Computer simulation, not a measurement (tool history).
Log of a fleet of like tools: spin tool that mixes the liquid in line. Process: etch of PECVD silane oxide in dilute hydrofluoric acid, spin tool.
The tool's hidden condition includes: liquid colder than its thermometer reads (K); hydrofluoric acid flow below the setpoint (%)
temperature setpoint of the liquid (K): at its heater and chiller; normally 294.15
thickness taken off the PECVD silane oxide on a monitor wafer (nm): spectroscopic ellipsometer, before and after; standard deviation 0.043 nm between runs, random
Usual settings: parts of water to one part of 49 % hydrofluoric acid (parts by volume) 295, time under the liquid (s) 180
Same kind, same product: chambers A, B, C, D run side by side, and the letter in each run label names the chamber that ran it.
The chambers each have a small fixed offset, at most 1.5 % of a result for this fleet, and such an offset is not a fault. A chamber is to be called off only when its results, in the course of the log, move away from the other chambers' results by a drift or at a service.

run	hour	temperature setpoint of the liquid (K)	parts of water to one part of 49 % hydrofluoric acid (parts by volume)	time under the liquid (s)	hours since the thermometer was replaced	hours since the hydrofluoric acid flow meter was replaced	read-back film thickness of the PECVD silane oxide reference wafer, read on the same gauge (nm)	thickness taken off the PECVD silane oxide on a monitor wafer (nm)
1B	5.0	294.15	295	180	204.4	2371.9	100.020	6.7614
2D	7.8	294.15	295	180	970.1	551.1	99.996	6.6561
3A	12.1	294.15	295	180	656.8	906.6	99.997	6.6545
4C	16.0	294.15	295	180	746.2	761.5	100.010	6.5445
5A	19.3	294.15	295	180	664.0	913.8	99.992	6.5975
6B	22.4	294.15	295	180	221.8	2389.3	100.010	6.6688
7C	25.0	294.15	295	180	755.2	770.5	100.000	6.5617
8D	27.6	294.15	295	180	989.9	570.9	100.020	6.6657
9C	32.0	294.15	295	180	762.2	777.5	100.010	6.4108
10D	35.2	290.15	295	180	997.5	578.5	100.010	5.7777
11B	38.8	290.15	295	180	238.2	2405.7	100.010	5.7511
# hour 39.6: chamber B: hydrofluoric acid flow meter replaced
12A	41.8	290.15	295	180	686.5	936.3	100.010	5.7282
13C	44.9	290.15	295	180	775.1	790.4	99.996	5.5385
14B	48.8	294.15	295	180	248.2	9.2	99.995	6.5995
15A	53.6	292.65	295	230	698.3	948.1	99.986	7.9774
16D	56.0	292.65	295	230	1018.3	599.3	99.990	8.1956
17C	59.8	292.65	295	230	790.0	805.3	99.997	7.6838
18A	63.8	292.65	295	230	708.5	958.3	99.981	8.1001
19D	66.9	294.15	295	180	1029.2	610.2	99.999	6.6599
20B	70.1	294.15	295	180	269.5	30.5	100.020	6.6465
21D	74.3	294.15	295	180	1036.6	617.6	99.998	6.7971
22C	78.9	294.15	295	180	809.1	824.4	100.010	6.2272
23A	81.7	294.15	295	180	726.4	976.2	100.010	6.6494
24B	84.9	294.15	295	180	284.3	45.3	100.020	6.5846
25C	87.3	294.15	295	180	817.5	832.8	100.010	6.1207
26A	89.7	294.15	295	180	734.4	984.2	99.996	6.6642
27D	94.1	294.15	295	180	1056.4	637.4	99.985	6.6685

Decide between three cases: one chamber stands off from its peers, the gauge reading all wafers drifts, or nothing is wrong past each chamber's small offset. Where a chamber is off, say which and what most likely put it there.

It is chamber C that slowly wanders off from its peers.
Most likely cause: hydrofluoric acid flow below the setpoint (%) = 5.91.
With only this log, it may be confused with: liquid colder than its thermometer reads (K).

Below are 4 candidate recipes for chamber C's next run, each the usual settings with a change, their results shown as question marks. Which of them brings C's results back in line with what the other chambers give on the usual settings?
To be in line, a result may differ from the other chambers' mean on the usual settings by at most: thickness taken off the PECVD silane oxide on a monitor wafer (nm) 0.1500
28C-1	97.7	294.65	260	180				?
28C-2	97.7	294.15	315	165				?
28C-3	97.7	296.65	295	180				?
28C-4	97.7	294.15	295	165				?

Average result of the remaining chambers running the usual settings: thickness taken off the PECVD silane oxide on a monitor wafer (nm) 6.6737
run	thickness taken off the PECVD silane oxide on a monitor wafer (nm)
28C-1	7.2756
28C-2	5.1322
28C-3	6.6476
28C-4	5.5836
28C-3 is the one that brings the chamber's results back in line with the other chambers.
